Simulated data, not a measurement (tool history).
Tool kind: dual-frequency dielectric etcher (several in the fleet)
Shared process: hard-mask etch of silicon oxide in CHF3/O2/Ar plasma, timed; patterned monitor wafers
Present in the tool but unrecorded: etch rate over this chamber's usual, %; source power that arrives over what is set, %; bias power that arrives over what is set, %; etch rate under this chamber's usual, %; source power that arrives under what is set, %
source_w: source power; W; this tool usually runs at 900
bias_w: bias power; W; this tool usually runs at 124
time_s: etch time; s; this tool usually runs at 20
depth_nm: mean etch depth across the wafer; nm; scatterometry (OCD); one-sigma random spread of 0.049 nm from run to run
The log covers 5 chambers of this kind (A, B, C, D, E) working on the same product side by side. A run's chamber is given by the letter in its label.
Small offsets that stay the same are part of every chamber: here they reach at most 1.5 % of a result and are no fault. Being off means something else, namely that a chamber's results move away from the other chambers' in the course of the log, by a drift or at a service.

run   hour  source_w  bias_w  time_s  hours since the last wet clean  hours since the last source power generator calibration  hours since the last bias power generator calibration  read-back reference wafer on the same gauge, depth_nm  depth_nm
 1C    3.7       900     124      20                           137.7                                                   1365.1                                                 1079.8                                                 40.206    41.345
 2D    6.1       900     124      20                            19.9                                                   3609.1                                                 1167.6                                                 40.199    41.182
 3A   10.1       900     124      20                           106.4                                                    179.3                                                 1680.8                                                 40.182    40.519
 4B   13.1       900     124      20                           212.8                                                    693.8                                                 1009.2                                                 40.176    40.958
 5E   15.7       900     124      17                           166.2                                                   1326.1                                                 1085.7                                                 40.163    34.838
 6A   18.2       900     124      17                           114.5                                                    187.4                                                 1688.9                                                 40.180    34.419
 7D   22.3       900     124      17                            36.1                                                   3625.3                                                 1183.8                                                 40.167    34.977
 8B   25.7       900     124      17                           225.4                                                    706.4                                                 1021.8                                                 40.150    34.811
 9C   29.5       900     124      17                           163.5                                                   1390.9                                                 1105.6                                                 40.157    35.076
10E   33.0       900     124      20                           183.5                                                   1343.4                                                 1103.0                                                 40.154    41.058
11E   35.0       900     124      20                           185.5                                                   1345.4                                                 1105.0                                                 40.150    40.881
12D   38.3       900     124      20                            52.1                                                   3641.3                                                 1199.8                                                 40.134    41.152
13C   41.8       900     124      20                           175.8                                                   1403.2                                                 1117.9                                                 40.138    41.244
14B   43.7       900     124      20                           243.4                                                    724.4                                                 1039.8                                                 40.134    40.979
15A   47.2       900     124      20                           143.5                                                    216.4                                                 1717.9                                                 40.135    40.521
16E   49.1       900     124      20                           199.6                                                   1359.5                                                 1119.1                                                 40.116    41.037
17D   52.0       900     124      20                            65.8                                                   3655.0                                                 1213.5                                                 40.108    41.050
18C   55.6       900     124      20                           189.6                                                   1417.0                                                 1131.7                                                 40.098    41.293
19B   57.6       900     124      20                           257.3                                                    738.3                                                 1053.7                                                 40.110    40.892
20A   60.8       900     124      20                           157.1                                                    230.0                                                 1731.5                                                 40.099    40.540
21C   63.8      1020     110      20                           197.8                                                   1425.2                                                 1139.9                                                 40.086    41.813
22A   66.9      1020     110      20                           163.2                                                    236.1                                                 1737.6                                                 40.096    41.069
23E   70.3      1020     110      20                           220.8                                                   1380.7                                                 1140.3                                                 40.104    41.473
24B   73.4      1020     110      20                           273.1                                                    754.1                                                 1069.5                                                 40.088    41.544
25D   76.8      1020     110      20                            90.6                                                   3679.8                                                 1238.3                                                 40.081    41.638
26D   80.7       900     124      20                            94.5                                                   3683.7                                                 1242.2                                                 40.081    41.012
27A   82.8       900      94      20                           179.1                                                    252.0                                                 1753.5                                                 40.067    37.304
28B   86.8       900      94      20                           286.5                                                    767.5                                                 1082.9                                                 40.074    37.796
29C   90.3       900      94      20                           224.3                                                   1451.7                                                 1166.4                                                 40.050    38.066
30E   93.9       900      94      20                           244.4                                                   1404.3                                                 1163.9                                                 40.052    37.705
31C   98.1       900      94      20                           232.1                                                   1459.5                                                 1174.2                                                 40.046    37.865
32A   99.9       900     124      20                           196.2                                                    269.1                                                 1770.6                                                 40.046    40.426
33E  103.9       900     124      20                           254.4                                                   1414.3                                                 1173.9                                                 40.035    40.904
34D  106.0       900     124      20                           119.8                                                   3709.0                                                 1267.5                                                 40.023    41.001
35B  109.9       900     124      20                           309.6                                                    790.6                                                 1106.0                                                 40.011    40.851
36E  113.4       900     124      20                           263.9                                                   1423.8                                                 1183.4                                                 40.008    40.886
37A  117.6       900     124      20                           213.9                                                    286.8                                                 1788.3                                                 40.019    40.350
38B  120.6       900     124      20                           320.3                                                    801.3                                                 1116.7                                                 40.026    40.879
39C  123.3       900     124      20                           257.3                                                   1484.7                                                 1199.4                                                 40.017    41.091

Which is it: a chamber that has drifted or been left off by a service, a gauge drift common to all chambers, or only each chamber's usual small offset? If a chamber is off, name it and its likeliest cause.

The gauge drifts, so all chambers seem to drift together. No chamber is off.
Cause: gauge reads low (%) = 0.491.
